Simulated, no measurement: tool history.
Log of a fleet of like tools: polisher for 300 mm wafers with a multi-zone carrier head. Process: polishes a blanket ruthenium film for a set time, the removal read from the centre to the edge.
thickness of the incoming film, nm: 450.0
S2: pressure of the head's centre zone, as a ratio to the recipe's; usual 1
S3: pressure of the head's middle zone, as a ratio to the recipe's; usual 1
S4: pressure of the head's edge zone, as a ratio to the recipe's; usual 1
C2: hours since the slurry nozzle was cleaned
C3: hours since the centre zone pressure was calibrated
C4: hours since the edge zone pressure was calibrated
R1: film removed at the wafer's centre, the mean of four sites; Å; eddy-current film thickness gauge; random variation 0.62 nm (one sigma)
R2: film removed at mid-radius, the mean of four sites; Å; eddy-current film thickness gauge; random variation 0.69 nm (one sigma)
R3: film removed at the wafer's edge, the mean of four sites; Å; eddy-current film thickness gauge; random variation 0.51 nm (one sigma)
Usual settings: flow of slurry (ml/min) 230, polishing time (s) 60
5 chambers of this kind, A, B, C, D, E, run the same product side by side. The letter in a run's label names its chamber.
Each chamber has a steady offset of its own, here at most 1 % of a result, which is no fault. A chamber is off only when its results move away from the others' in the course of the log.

run 1A hour=3.9 | flow_of_slurry_(ml/min)=230 S2=1 S3=1 S4=1 polishing_time_(s)=60 | wafers_polished_on_this_pad=344 C2=621.9 C3=906.7 C4=735.2 | R1=491.15 R2=485.44 R3=481.33
run 2C hour=8.8 | flow_of_slurry_(ml/min)=230 S2=1 S3=1 S4=1 polishing_time_(s)=60 | wafers_polished_on_this_pad=425 C2=338 C3=544 C4=432 | R1=497.98 R2=479.36 R3=494.53
run 3B hour=14.2 | flow_of_slurry_(ml/min)=230 S2=1 S3=1 S4=1 polishing_time_(s)=60 | wafers_polished_on_this_pad=244 C2=59.9 C3=623.2 C4=142 | R1=497.59 R2=493.37 R3=497.32
run 4E hour=19.8 | flow_of_slurry_(ml/min)=230 S2=1 S3=1 S4=1 polishing_time_(s)=60 | wafers_polished_on_this_pad=356 C2=251.9 C3=151.1 C4=804 | R1=490.27 R2=494.41 R3=493.5
run 5D hour=22.6 | flow_of_slurry_(ml/min)=230 S2=1 S3=1 S4=1 polishing_time_(s)=60 | wafers_polished_on_this_pad=984 C2=125.4 C3=522.1 C4=214 | R1=508.34 R2=491.31 R3=488.63
run 6B hour=28.5 | flow_of_slurry_(ml/min)=230 S2=1 S3=1 S4=1 polishing_time_(s)=60 | wafers_polished_on_this_pad=406 C2=74.2 C3=637.5 C4=156.3 | R1=494.05 R2=496.04 R3=497.44
-- hour=32.1 chamber D: worn pad replaced by a new one
run 7D hour=33 | flow_of_slurry_(ml/min)=230 S2=0.91 S3=1.05 S4=1 polishing_time_(s)=60 | wafers_polished_on_this_pad=11 C2=135.8 C3=532.5 C4=224.4 | R1=435.78 R2=513.56 R3=492.03
run 8E hour=38 | flow_of_slurry_(ml/min)=230 S2=0.91 S3=1.05 S4=1 polishing_time_(s)=60 | wafers_polished_on_this_pad=563 C2=270.1 C3=169.3 C4=822.2 | R1=438.37 R2=523.2 R3=486.52
-- hour=40.8 chamber C: worn pad replaced by a new one
run 9A hour=41.9 | flow_of_slurry_(ml/min)=230 S2=0.91 S3=1.05 S4=1 polishing_time_(s)=60 | wafers_polished_on_this_pad=775 C2=659.9 C3=944.7 C4=773.2 | R1=436.42 R2=511.78 R3=489.29
run 10C hour=47.8 | flow_of_slurry_(ml/min)=230 S2=0.91 S3=1.05 S4=1 polishing_time_(s)=60 | wafers_polished_on_this_pad=80 C2=377 C3=583 C4=471 | R1=446.49 R2=521.87 R3=500.62
run 11C hour=51.6 | flow_of_slurry_(ml/min)=230 S2=0.91 S3=1.05 S4=1 polishing_time_(s)=60 | wafers_polished_on_this_pad=123 C2=380.8 C3=586.8 C4=474.8 | R1=446.18 R2=523.07 R3=494.67
run 12B hour=54.4 | flow_of_slurry_(ml/min)=230 S2=1 S3=1 S4=1 polishing_time_(s)=60 | wafers_polished_on_this_pad=700 C2=100.1 C3=663.4 C4=182.2 | R1=495.08 R2=486.76 R3=494.92
run 13E hour=59 | flow_of_slurry_(ml/min)=230 S2=1 S3=1 S4=1 polishing_time_(s)=60 | wafers_polished_on_this_pad=801 C2=291.1 C3=190.3 C4=843.2 | R1=485.05 R2=491.91 R3=495.2
run 14A hour=63.7 | flow_of_slurry_(ml/min)=270 S2=1 S3=1 S4=1 polishing_time_(s)=67 | wafers_polished_on_this_pad=1022 C2=681.7 C3=966.5 C4=795 | R1=554.42 R2=558.06 R3=549.76
run 15D hour=67 | flow_of_slurry_(ml/min)=270 S2=1 S3=1 S4=1 polishing_time_(s)=67 | wafers_polished_on_this_pad=396 C2=169.8 C3=566.5 C4=258.4 | R1=574.93 R2=555.98 R3=565.48
-- hour=69.5 chamber B: worn pad replaced by a new one
run 16A hour=71.4 | flow_of_slurry_(ml/min)=270 S2=1 S3=1 S4=1 polishing_time_(s)=67 | wafers_polished_on_this_pad=1109 C2=689.4 C3=974.2 C4=802.7 | R1=564.93 R2=560.5 R3=548.39
run 17E hour=77.2 | flow_of_slurry_(ml/min)=270 S2=1 S3=1 S4=1 polishing_time_(s)=67 | wafers_polished_on_this_pad=1007 C2=309.3 C3=208.5 C4=861.4 | R1=557.08 R2=563.18 R3=551.71
run 18C hour=80.4 | flow_of_slurry_(ml/min)=270 S2=1 S3=1 S4=1 polishing_time_(s)=67 | wafers_polished_on_this_pad=449 C2=409.6 C3=615.6 C4=503.6 | R1=550.36 R2=568.13 R3=565.44
-- hour=80.9 chamber A: worn pad replaced by a new one
run 19B hour=85.2 | flow_of_slurry_(ml/min)=230 S2=1 S3=1 S4=1 polishing_time_(s)=60 | wafers_polished_on_this_pad=177 C2=130.9 C3=694.2 C4=213 | R1=494.45 R2=494.73 R3=501.03
run 20D hour=91.1 | flow_of_slurry_(ml/min)=230 S2=1 S3=1 S4=1 polishing_time_(s)=60 | wafers_polished_on_this_pad=669 C2=193.9 C3=590.6 C4=282.5 | R1=492.25 R2=482.85 R3=489.19
run 21D hour=94 | flow_of_slurry_(ml/min)=230 S2=1 S3=1 S4=1 polishing_time_(s)=60 | wafers_polished_on_this_pad=702 C2=196.8 C3=593.5 C4=285.4 | R1=485.37 R2=485.41 R3=493.08
run 22A hour=98.5 | flow_of_slurry_(ml/min)=230 S2=1 S3=1 S4=1 polishing_time_(s)=60 | wafers_polished_on_this_pad=199 C2=716.5 C3=1001.3 C4=829.8 | R1=487.35 R2=489.07 R3=497.5
-- hour=99.8 chamber E: worn pad replaced by a new one
run 23B hour=103.3 | flow_of_slurry_(ml/min)=230 S2=1 S3=1 S4=1 polishing_time_(s)=60 | wafers_polished_on_this_pad=382 C2=149 C3=712.3 C4=231.1 | R1=494.62 R2=489.55 R3=497.23
-- hour=107.3 chamber E: slurry nozzle cleaned
run 24C hour=107.9 | flow_of_slurry_(ml/min)=230 S2=1 S3=1 S4=1 polishing_time_(s)=60 | wafers_polished_on_this_pad=761 C2=437.1 C3=643.1 C4=531.1 | R1=490.76 R2=482.39 R3=489.33
run 25E hour=110.7 | flow_of_slurry_(ml/min)=230 S2=1 S3=0.89 S4=1 polishing_time_(s)=60 | wafers_polished_on_this_pad=124 C2=3.5 C3=242 C4=894.9 | R1=495.23 R2=440.56 R3=490.41
-- hour=114.4 chamber C: worn pad replaced by a new one
run 26B hour=116.4 | flow_of_slurry_(ml/min)=230 S2=1 S3=0.89 S4=1 polishing_time_(s)=60 | wafers_polished_on_this_pad=531 C2=162.1 C3=725.4 C4=244.2 | R1=497.1 R2=434.52 R3=497.24
-- hour=121.6 chamber D: worn pad replaced by a new one
run 27A hour=122.2 | flow_of_slurry_(ml/min)=230 S2=1 S3=0.89 S4=1 polishing_time_(s)=60 | wafers_polished_on_this_pad=467 C2=740.2 C3=1025 C4=853.5 | R1=483.84 R2=441.03 R3=489.66
run 28E hour=124.8 | flow_of_slurry_(ml/min)=230 S2=1 S3=0.89 S4=1 polishing_time_(s)=60 | wafers_polished_on_this_pad=283 C2=17.6 C3=256.1 C4=909 | R1=483 R2=435.67 R3=493.85
run 29D hour=129.2 | flow_of_slurry_(ml/min)=230 S2=1 S3=0.89 S4=1 polishing_time_(s)=60 | wafers_polished_on_this_pad=86 C2=232 C3=628.7 C4=320.6 | R1=491.8 R2=433.73 R3=498.48
run 30C hour=135.1 | flow_of_slurry_(ml/min)=230 S2=1 S3=1 S4=1 polishing_time_(s)=78 | wafers_polished_on_this_pad=234 C2=464.3 C3=670.3 C4=558.3 | R1=642.01 R2=640.84 R3=631.19
run 31C hour=140.9 | flow_of_slurry_(ml/min)=230 S2=1 S3=1 S4=1 polishing_time_(s)=78 | wafers_polished_on_this_pad=300 C2=470.1 C3=676.1 C4=564.1 | R1=618.11 R2=638.67 R3=624.62
run 32E hour=145.7 | flow_of_slurry_(ml/min)=230 S2=1 S3=1 S4=1 polishing_time_(s)=78 | wafers_polished_on_this_pad=520 C2=38.5 C3=277 C4=929.9 | R1=633.37 R2=637.99 R3=630.51

Next, every chamber runs the same settings. What will each give?
run 33A hour=150 | flow_of_slurry_(ml/min)=230 S2=1 S3=0.95 S4=1 polishing_time_(s)=60 | R1=? R2=? R3=?
run 33B hour=150 | flow_of_slurry_(ml/min)=230 S2=1 S3=0.95 S4=1 polishing_time_(s)=60 | R1=? R2=? R3=?
run 33C hour=150 | flow_of_slurry_(ml/min)=230 S2=1 S3=0.95 S4=1 polishing_time_(s)=60 | R1=? R2=? R3=?
run 33D hour=150 | flow_of_slurry_(ml/min)=230 S2=1 S3=0.95 S4=1 polishing_time_(s)=60 | R1=? R2=? R3=?
run 33E hour=150 | flow_of_slurry_(ml/min)=230 S2=1 S3=0.95 S4=1 polishing_time_(s)=60 | R1=? R2=? R3=?

run=33A R1=485.82 R2=465.15 R3=494.65
run=33B R1=492.43 R2=459.65 R3=495.07
run=33C R1=496.45 R2=457.57 R3=495.47
run=33D R1=485.12 R2=468.94 R3=483.82
run=33E R1=489.84 R2=468.04 R3=485.62
